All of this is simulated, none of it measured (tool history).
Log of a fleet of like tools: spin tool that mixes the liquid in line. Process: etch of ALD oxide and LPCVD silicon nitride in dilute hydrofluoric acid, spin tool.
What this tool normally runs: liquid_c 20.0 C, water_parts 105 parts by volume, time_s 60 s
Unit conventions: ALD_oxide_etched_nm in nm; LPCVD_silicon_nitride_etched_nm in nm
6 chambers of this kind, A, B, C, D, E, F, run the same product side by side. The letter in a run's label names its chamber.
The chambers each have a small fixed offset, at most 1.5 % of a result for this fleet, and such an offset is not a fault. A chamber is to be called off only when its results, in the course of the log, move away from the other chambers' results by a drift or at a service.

run,hour,liquid_c,water_parts,time_s,hours since the thermometer was replaced,hours since the hydrofluoric acid flow meter was replaced,"read-back film thickness of the ALD oxide reference wafer, read on the same gauge (nm)","read-back film thickness of the LPCVD silicon nitride reference wafer, read on the same gauge (nm)",ALD_oxide_etched_nm,LPCVD_silicon_nitride_etched_nm
1A,9.5,20.0,105,60,485.3,716.3,130.00,39.984,8.5478,0.206100
2D,16.3,20.0,105,60,386.9,415.2,129.99,40.003,8.4462,0.150070
# hour 21.1: chamber A: thermometer replaced
3E,22.1,20.0,105,60,995.3,1263.8,130.02,40.007,8.4196,0.264980
4C,27.8,20.0,105,60,161.8,641.3,130.00,40.022,8.5873,0.191880
5B,37.9,20.0,105,60,1643.8,284.7,130.00,40.000,8.5578,0.229370
6F,44.0,20.0,105,60,473.8,628.3,130.01,39.997,8.4936,0.243890
7C,54.2,20.0,105,60,188.2,667.7,129.98,40.001,8.6793,0.217140
8E,60.6,20.0,105,60,1033.8,1302.3,130.00,39.988,8.5784,0.222000
9F,66.9,20.0,105,60,496.7,651.2,129.96,40.015,8.4854,0.178670
10B,76.6,20.0,105,60,1682.5,323.4,130.00,40.008,8.5317,0.219000
11A,82.6,20.0,105,60,61.5,789.4,129.98,39.994,8.5704,0.245490
12D,91.5,20.0,105,60,462.1,490.4,130.00,40.017,8.5163,0.261470
# hour 93.7: chamber E: thermometer replaced
13C,101.7,20.0,105,60,235.7,715.2,129.99,39.983,8.5645,0.208220
14D,106.2,20.0,105,60,476.8,505.1,129.99,40.014,8.4168,0.248190
15F,111.2,20.0,105,60,541.0,695.5,129.98,39.984,8.4486,0.213230
16B,121.3,20.0,105,60,1727.2,368.1,129.99,40.003,8.5790,0.176200
17A,128.3,20.0,105,60,107.2,835.1,130.02,40.028,8.5857,0.215220
18E,133.9,20.0,105,60,40.2,1375.6,130.00,39.992,8.4569,0.237010
19F,139.7,17.5,105,60,569.5,724.0,130.02,40.012,7.6254,0.186930
20B,144.2,17.5,105,60,1750.1,391.0,129.98,39.981,7.7158,0.210850
21C,154.4,17.5,105,60,288.4,767.9,129.98,39.991,7.7849,0.186480
22E,162.6,17.5,105,60,68.9,1404.3,130.01,40.010,7.6253,0.191510
23D,172.1,17.5,105,60,542.7,571.0,129.99,40.001,7.5684,0.155090
24A,180.2,17.5,105,60,159.1,887.0,130.01,40.032,7.7639,0.195840
25D,185.2,20.0,105,60,555.8,584.1,129.99,40.008,8.4816,0.209820
26E,194.0,20.0,105,60,100.3,1435.7,130.01,39.984,8.4657,0.243830
27A,203.2,20.0,105,60,182.1,910.0,130.00,39.983,8.5247,0.231810
28F,208.8,20.0,105,60,638.6,793.1,129.98,39.975,8.5716,0.238830
29C,215.7,20.0,105,60,349.7,829.2,130.02,40.023,8.6160,0.199730
30B,221.7,20.0,135,30,1827.6,468.5,130.04,40.001,3.2555,0.080680
31C,228.7,20.0,135,30,362.7,842.2,130.01,40.023,3.2661,0.085006
32A,233.5,20.0,135,30,212.4,940.3,130.01,39.997,3.2477,0.092585
33B,239.1,20.0,135,30,1845.0,485.9,130.00,39.996,3.2481,0.085624
34F,249.2,20.0,135,30,679.0,833.5,130.00,39.997,3.2152,0.092370
# hour 252.6: chamber B: thermometer replaced
35D,257.7,20.0,135,30,628.3,656.6,129.99,40.000,3.2268,0.073092
36E,264.7,20.0,105,60,171.0,1506.4,129.98,39.998,8.5386,0.161660
37B,271.0,20.0,105,60,18.5,517.8,130.01,40.033,8.6544,0.213110
38E,280.1,20.0,105,60,186.4,1521.8,129.98,39.993,8.4425,0.269160
39C,286.4,20.0,105,60,420.4,899.9,130.00,40.047,8.6266,0.215070
40D,293.1,24.0,150,60,663.7,692.0,130.02,40.015,6.7050,0.182030
41A,302.4,24.0,150,60,281.3,1009.2,130.01,40.022,6.7585,0.185660
42F,311.9,24.0,150,60,741.7,896.2,130.00,39.973,6.6248,0.196450
43E,319.2,24.0,150,60,225.5,1560.9,130.00,40.004,6.5690,0.223170

Which is it: a chamber that has drifted or been left off by a service, a gauge drift common to all chambers, or only each chamber's usual small offset? If a chamber is off, name it and its likeliest cause.

No chamber stands off beyond its own small offset, and the gauge holds steady.
